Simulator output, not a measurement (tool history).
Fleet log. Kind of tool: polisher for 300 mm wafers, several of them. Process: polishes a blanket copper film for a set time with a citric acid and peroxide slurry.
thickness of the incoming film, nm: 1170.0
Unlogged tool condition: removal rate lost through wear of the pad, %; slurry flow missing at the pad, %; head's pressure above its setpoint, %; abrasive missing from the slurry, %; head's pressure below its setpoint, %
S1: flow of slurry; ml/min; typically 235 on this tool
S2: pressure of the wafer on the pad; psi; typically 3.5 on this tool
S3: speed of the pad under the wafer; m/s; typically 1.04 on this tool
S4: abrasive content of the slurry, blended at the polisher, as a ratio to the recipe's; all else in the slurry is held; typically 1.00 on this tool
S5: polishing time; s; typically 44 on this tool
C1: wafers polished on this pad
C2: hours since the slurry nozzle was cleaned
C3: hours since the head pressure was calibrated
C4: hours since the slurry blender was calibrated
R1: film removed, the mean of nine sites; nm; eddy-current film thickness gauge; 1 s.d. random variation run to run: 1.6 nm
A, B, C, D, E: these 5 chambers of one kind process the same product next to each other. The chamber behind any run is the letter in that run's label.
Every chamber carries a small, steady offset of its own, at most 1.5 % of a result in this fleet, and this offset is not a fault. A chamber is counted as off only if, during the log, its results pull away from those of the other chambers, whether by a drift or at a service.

Run 1B, hour 6.3: usual settings; C1 504; C2 39.9; C3 570.7; C4 260.5. Result: R1 140.95 nm.
At hour 13.5: chamber A: slurry blender recalibrated.
Run 2A, hour 14.7: usual settings; C1 902; C2 98.2; C3 1143.6; C4 1.3. Result: R1 145.39 nm.
At hour 16.4: chamber A: head pressure recalibrated.
Run 3E, hour 21.7: usual settings; C1 560; C2 297.7; C3 200.1; C4 223.0. Result: R1 147.64 nm.
Run 4D, hour 33.7: usual settings; C1 685; C2 564.4; C3 312.0; C4 45.6. Result: R1 143.30 nm.
At hour 35.2: chamber D: worn pad replaced by a new one.
Run 5C, hour 45.5: usual settings; C1 676; C2 425.7; C3 602.6; C4 128.6. Result: R1 142.18 nm.
Run 6B, hour 52.2: usual settings; C1 837; C2 85.8; C3 616.6; C4 306.4. Result: R1 139.51 nm.
Run 7A, hour 58.3: usual settings; C1 1218; C2 141.8; C3 41.9; C4 44.9. Result: R1 140.89 nm.
At hour 62.4: chamber E: slurry nozzle cleaned.
Run 8E, hour 64.9: usual settings; C1 874; C2 2.5; C3 243.3; C4 266.2. Result: R1 144.13 nm.
Run 9C, hour 77.0: usual settings; C1 905; C2 457.2; C3 634.1; C4 160.1. Result: R1 143.72 nm.
At hour 82.2: chamber B: slurry blender recalibrated.
Run 10D, hour 88.7: usual settings; C1 388; C2 619.4; C3 367.0; C4 100.6. Result: R1 145.75 nm.
Run 11E, hour 95.5: usual settings; C1 1096; C2 33.1; C3 273.9; C4 296.8. Result: R1 143.58 nm.
Run 12A, hour 103.3: usual settings; C1 1545; C2 186.8; C3 86.9; C4 89.9. Result: R1 139.14 nm.
Run 13C, hour 115.4: usual settings; C1 1184; C2 495.6; C3 672.5; C4 198.5. Result: R1 145.63 nm.
At hour 121.9: chamber B: worn pad replaced by a new one.
Run 14B, hour 127.0: usual settings; C1 37; C2 160.6; C3 691.4; C4 44.8. Result: R1 139.92 nm.
At hour 134.1: chamber A: slurry blender recalibrated.
At hour 134.4: chamber E: worn pad replaced by a new one.
Run 15D, hour 136.5: usual settings; C1 735; C2 667.2; C3 414.8; C4 148.4. Result: R1 141.50 nm.
At hour 143.6: chamber D: worn pad replaced by a new one.
Run 16B, hour 144.0: usual settings but S2 4.4 psi, S5 31 s; C1 160; C2 177.6; C3 708.4; C4 61.8. Result: R1 124.06 nm.
Run 17E, hour 153.1: usual settings but S2 4.4 psi, S5 31 s; C1 136; C2 90.7; C3 331.5; C4 354.4. Result: R1 126.63 nm.
At hour 160.8: chamber C: worn pad replaced by a new one.
Run 18A, hour 160.9: usual settings but S2 4.4 psi, S5 31 s; C1 1963; C2 244.4; C3 144.5; C4 26.8. Result: R1 120.29 nm.
At hour 166.6: chamber C: slurry blender recalibrated.
Run 19C, hour 167.7: usual settings but S2 4.4 psi, S5 31 s; C1 50; C2 547.9; C3 724.8; C4 1.2. Result: R1 126.23 nm.
Run 20D, hour 177.2: usual settings but S2 4.4 psi, S5 31 s; C1 244; C2 707.9; C3 455.5; C4 189.1. Result: R1 126.76 nm.
At hour 180.3: chamber B: slurry nozzle cleaned.
At hour 180.5: chamber C: slurry nozzle cleaned.
Run 21B, hour 184.5: usual settings; C1 454; C2 4.2; C3 748.9; C4 102.3. Result: R1 143.53 nm.
Run 22C, hour 189.9: usual settings; C1 211; C2 9.4; C3 747.0; C4 23.4. Result: R1 145.18 nm.
Run 23A, hour 197.1: usual settings; C1 2226; C2 280.6; C3 180.7; C4 63.0. Result: R1 137.88 nm.
At hour 199.7: chamber D: head pressure recalibrated.
Run 24E, hour 208.8: usual settings but S3 1.16 m/s, S4 1.15; C1 540; C2 146.4; C3 387.2; C4 410.1. Result: R1 164.27 nm.
At hour 214.1: chamber D: slurry blender recalibrated.
Run 25D, hour 218.0: usual settings but S3 1.16 m/s, S4 1.15; C1 540; C2 748.7; C3 18.3; C4 3.9. Result: R1 162.89 nm.
At hour 219.8: chamber E: slurry blender recalibrated.
Run 26A, hour 225.5: usual settings but S3 1.16 m/s, S4 1.15; C1 2432; C2 309.0; C3 209.1; C4 91.4. Result: R1 155.13 nm.
At hour 226.3: chamber B: head pressure recalibrated.
Run 27B, hour 236.7: usual settings but S3 1.16 m/s, S4 1.15; C1 833; C2 56.4; C3 10.5; C4 154.5. Result: R1 161.08 nm.
Run 28D, hour 243.5: usual settings but S3 1.16 m/s, S4 1.15; C1 725; C2 774.2; C3 43.8; C4 29.4. Result: R1 163.46 nm.
At hour 245.1: chamber D: worn pad replaced by a new one.
At hour 251.8: chamber A: slurry blender recalibrated.
Run 29E, hour 253.0: usual settings; C1 861; C2 190.6; C3 431.4; C4 33.2. Result: R1 146.27 nm.
Run 30C, hour 264.4: usual settings; C1 752; C2 83.9; C3 821.5; C4 97.9. Result: R1 143.05 nm.
At hour 268.4: chamber D: slurry nozzle cleaned.
Run 31B, hour 272.2: usual settings; C1 1091; C2 91.9; C3 46.0; C4 190.0. Result: R1 140.47 nm.
Run 32C, hour 279.4: usual settings but S2 3.1 psi, S4 0.90; C1 861; C2 98.9; C3 836.5; C4 112.9. Result: R1 125.67 nm.
Run 33D, hour 287.5: usual settings but S2 3.1 psi, S4 0.90; C1 308; C2 19.1; C3 87.8; C4 73.4. Result: R1 124.14 nm.
Run 34A, hour 293.4: usual settings but S2 3.1 psi, S4 0.90; C1 2925; C2 376.9; C3 277.0; C4 41.7. Result: R1 117.07 nm.

Is one chamber out of step, is the gauge drifting, or do the chambers differ by no more than their own small offsets? For an off chamber, give its letter and the likeliest cause.

Chamber A drifts away from the others.
Cause: removal rate lost through wear of the pad, % = 6.3.
With only this log, it may be confused with: slurry flow missing at the pad, %; head's pressure below its setpoint, %.

Which of the 4 candidates below, each the usual settings with something changed and its results left as question marks, puts chamber A back in line with what the other chambers give on the usual settings?
Counts as in line when no further than this from what the other chambers average on the usual settings: R1 5.60 nm
Run 35A-1, hour 302.2: usual settings but S2 3.6 psi, S5 45 s. Result: R1 ?.
Run 35A-2, hour 302.2: usual settings but S2 3.7 psi, S3 1.08 m/s, S5 46 s. Result: R1 ?.
Run 35A-3, hour 302.2: usual settings but S2 3.3 psi, S3 0.96 m/s. Result: R1 ?.
Run 35A-4, hour 302.2: usual settings but S2 3.4 psi, S3 1.02 m/s, S5 43 s. Result: R1 ?.

On the usual settings, the other chambers give on average: R1 142.89 nm
  run      R1
35A-1  140.89
35A-2  153.53
35A-3  116.96
35A-4  124.87
35A-1 is the one that brings the chamber's results back in line with the other chambers.
